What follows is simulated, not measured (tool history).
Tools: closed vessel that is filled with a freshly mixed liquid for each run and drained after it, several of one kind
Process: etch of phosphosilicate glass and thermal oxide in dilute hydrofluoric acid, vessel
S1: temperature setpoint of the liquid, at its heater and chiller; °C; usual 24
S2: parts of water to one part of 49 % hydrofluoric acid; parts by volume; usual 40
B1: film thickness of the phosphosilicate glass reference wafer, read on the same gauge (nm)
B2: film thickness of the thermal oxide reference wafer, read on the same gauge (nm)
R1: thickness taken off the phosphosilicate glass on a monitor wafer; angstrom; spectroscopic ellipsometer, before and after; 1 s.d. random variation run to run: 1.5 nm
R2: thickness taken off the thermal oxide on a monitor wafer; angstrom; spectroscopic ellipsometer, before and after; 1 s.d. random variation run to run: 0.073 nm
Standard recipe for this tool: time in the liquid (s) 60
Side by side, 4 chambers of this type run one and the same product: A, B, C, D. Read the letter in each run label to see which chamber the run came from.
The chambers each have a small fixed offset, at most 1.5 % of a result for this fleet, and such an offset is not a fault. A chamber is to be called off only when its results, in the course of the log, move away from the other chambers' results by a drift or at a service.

Run 1D, hour 10.7: usual settings; B1 39.992; B2 139.98. Result: R1 2228.6 angstrom, R2 77.799 angstrom.
Run 2C, hour 24.2: usual settings; B1 39.991; B2 140.01. Result: R1 2192.5 angstrom, R2 77.375 angstrom.
Run 3A, hour 36.3: usual settings; B1 40.017; B2 139.99. Result: R1 2223.8 angstrom, R2 77.195 angstrom.
Run 4B, hour 45.5: usual settings; B1 40.005; B2 140. Result: R1 2196.3 angstrom, R2 78.283 angstrom.
Run 5A, hour 58.3: usual settings; B1 39.996; B2 140. Result: R1 2232.2 angstrom, R2 78.203 angstrom.
Run 6B, hour 69.8: usual settings; B1 40.002; B2 139.98. Result: R1 2232.3 angstrom, R2 76.699 angstrom.
Run 7C, hour 81.2: usual settings; B1 39.993; B2 139.99. Result: R1 2232 angstrom, R2 77.659 angstrom.
Run 8D, hour 91.8: usual settings but S2 30 parts by volume; B1 39.983; B2 140. Result: R1 2989.9 angstrom, R2 102.92 angstrom.
Run 9A, hour 102.5: usual settings but S2 30 parts by volume; B1 39.982; B2 140.01. Result: R1 3010.3 angstrom, R2 106.25 angstrom.
Run 10B, hour 113.7: usual settings but S2 30 parts by volume; B1 40.01; B2 139.98. Result: R1 2984.4 angstrom, R2 104.89 angstrom.
Run 11C, hour 122.3: usual settings but S2 30 parts by volume; B1 39.999; B2 140.01. Result: R1 2984.7 angstrom, R2 105.01 angstrom.
Run 12D, hour 131.8: usual settings; B1 39.98; B2 140.01. Result: R1 2231 angstrom, R2 77.679 angstrom.
Run 13C, hour 138.4: usual settings; B1 39.987; B2 139.99. Result: R1 2211 angstrom, R2 77.38 angstrom.
Run 14A, hour 148.9: usual settings; B1 40.009; B2 140. Result: R1 2256.2 angstrom, R2 77.381 angstrom.
Run 15D, hour 159: usual settings; B1 40.019; B2 140.02. Result: R1 2203.1 angstrom, R2 76.553 angstrom.
Run 16B, hour 172.5: usual settings; B1 39.989; B2 140.02. Result: R1 2240 angstrom, R2 76.917 angstrom.
Run 17A, hour 186: usual settings; B1 40.013; B2 140.01. Result: R1 2229.6 angstrom, R2 77.314 angstrom.
Run 18C, hour 198.7: usual settings; B1 39.997; B2 140.01. Result: R1 2194.8 angstrom, R2 77.293 angstrom.
Run 19D, hour 211.4: usual settings but S1 28 °C, S2 25 parts by volume; B1 39.998; B2 140. Result: R1 4263 angstrom, R2 146.06 angstrom.
Run 20B, hour 220.2: usual settings but S1 28 °C, S2 25 parts by volume; B1 40.02; B2 140.02. Result: R1 4337.4 angstrom, R2 150.98 angstrom.
Run 21D, hour 231.6: usual settings but S1 28 °C, S2 25 parts by volume; B1 39.991; B2 140. Result: R1 4282.2 angstrom, R2 146.54 angstrom.
Run 22A, hour 245.8: usual settings but S1 28 °C, S2 25 parts by volume; B1 40; B2 140. Result: R1 4320.2 angstrom, R2 152.36 angstrom.
Run 23B, hour 260.4: usual settings; B1 40.003; B2 140.01. Result: R1 2211.7 angstrom, R2 77.476 angstrom.
Run 24C, hour 266.9: usual settings; B1 40.017; B2 140.01. Result: R1 2212 angstrom, R2 76.522 angstrom.

All 4 chambers run these settings next. Forecast each chamber's results:
Run 25A, hour 277.3: usual settings. Result: R1 ?, R2 ?.
Run 25B, hour 277.3: usual settings. Result: R1 ?, R2 ?.
Run 25C, hour 277.3: usual settings. Result: R1 ?, R2 ?.
Run 25D, hour 277.3: usual settings. Result: R1 ?, R2 ?.

run      R1      R2
25A  2242.6  77.995
25B  2254.9  78.444
25C  2214.7  77.874
25D  2241.3  76.461
